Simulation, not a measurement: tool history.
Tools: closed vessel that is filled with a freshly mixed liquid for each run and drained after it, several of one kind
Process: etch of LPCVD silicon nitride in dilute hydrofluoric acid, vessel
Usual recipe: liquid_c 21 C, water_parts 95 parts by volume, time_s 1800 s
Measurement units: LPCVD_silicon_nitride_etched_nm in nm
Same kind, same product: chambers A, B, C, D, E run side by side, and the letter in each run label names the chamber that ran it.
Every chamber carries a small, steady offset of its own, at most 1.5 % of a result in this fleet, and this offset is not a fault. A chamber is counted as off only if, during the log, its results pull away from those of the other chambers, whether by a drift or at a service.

run,hour,liquid_c,water_parts,time_s,"read-back film thickness of the LPCVD silicon nitride reference wafer, read on the same gauge (nm)",LPCVD_silicon_nitride_etched_nm
1C,7.8,21,95,1800,150.02,8.8313
2D,18.9,21,95,1800,150.05,9.0373
3B,29.6,21,95,1800,149.98,8.8758
4A,40.5,21,95,1800,149.99,8.8141
5E,48.6,21,95,1800,149.99,9.0464
6B,55,21,95,1800,150.01,8.9718
7D,62.9,21,60,1205,150,9.4239
8C,68.9,21,60,1205,149.99,9.3532
9E,77.2,21,60,1205,150.01,9.4333
10A,88.4,21,60,1205,150.01,9.1855
11B,94.2,21,60,1205,149.97,9.2258
12E,101.6,21,95,1800,149.96,9.0233
13D,109,21,95,1800,150,9.0759
14A,115.5,21,95,1800,150.01,8.4575
# hour 121.4: chamber E: hydrofluoric acid flow meter replaced
15C,124.3,21,95,1800,150.04,8.7505
16E,134,21,95,1800,150.01,8.9115
17B,141.1,21,95,1800,150,8.9728
18D,148.1,21,95,1800,149.98,8.9899
19C,155.4,21,95,1800,150.05,8.8809
# hour 156.8: chamber B: hydrofluoric acid flow meter replaced
20A,166.6,21,95,1800,149.97,8.6043
21C,177,21,95,1800,149.97,8.856
22A,182.8,21,95,1800,150.02,8.3542
23B,193.4,23.5,95,1800,149.99,10.611
24D,205.5,23.5,95,1800,150.02,10.591
25E,217.7,23.5,95,1800,149.98,10.589
26C,227.4,23.5,95,1800,150,10.446
27E,238.9,23.5,95,1800,150.04,10.544
28A,251,21,95,1800,150.03,8.1491
29D,258.3,21,95,1800,150,8.9824
30B,264.7,21,95,1800,150.03,8.869
31D,276.8,21,95,1800,150,9.022

All chambers now run identical settings, listed one chamber a line with results as question marks. What results will each chamber show?
32A,285.9,21,75,1800,,?
32B,285.9,21,75,1800,,?
32C,285.9,21,75,1800,,?
32D,285.9,21,75,1800,,?
32E,285.9,21,75,1800,,?

run,LPCVD_silicon_nitride_etched_nm
32A,10.1
32B,10.961
32C,11.008
32D,11.272
32E,11.397
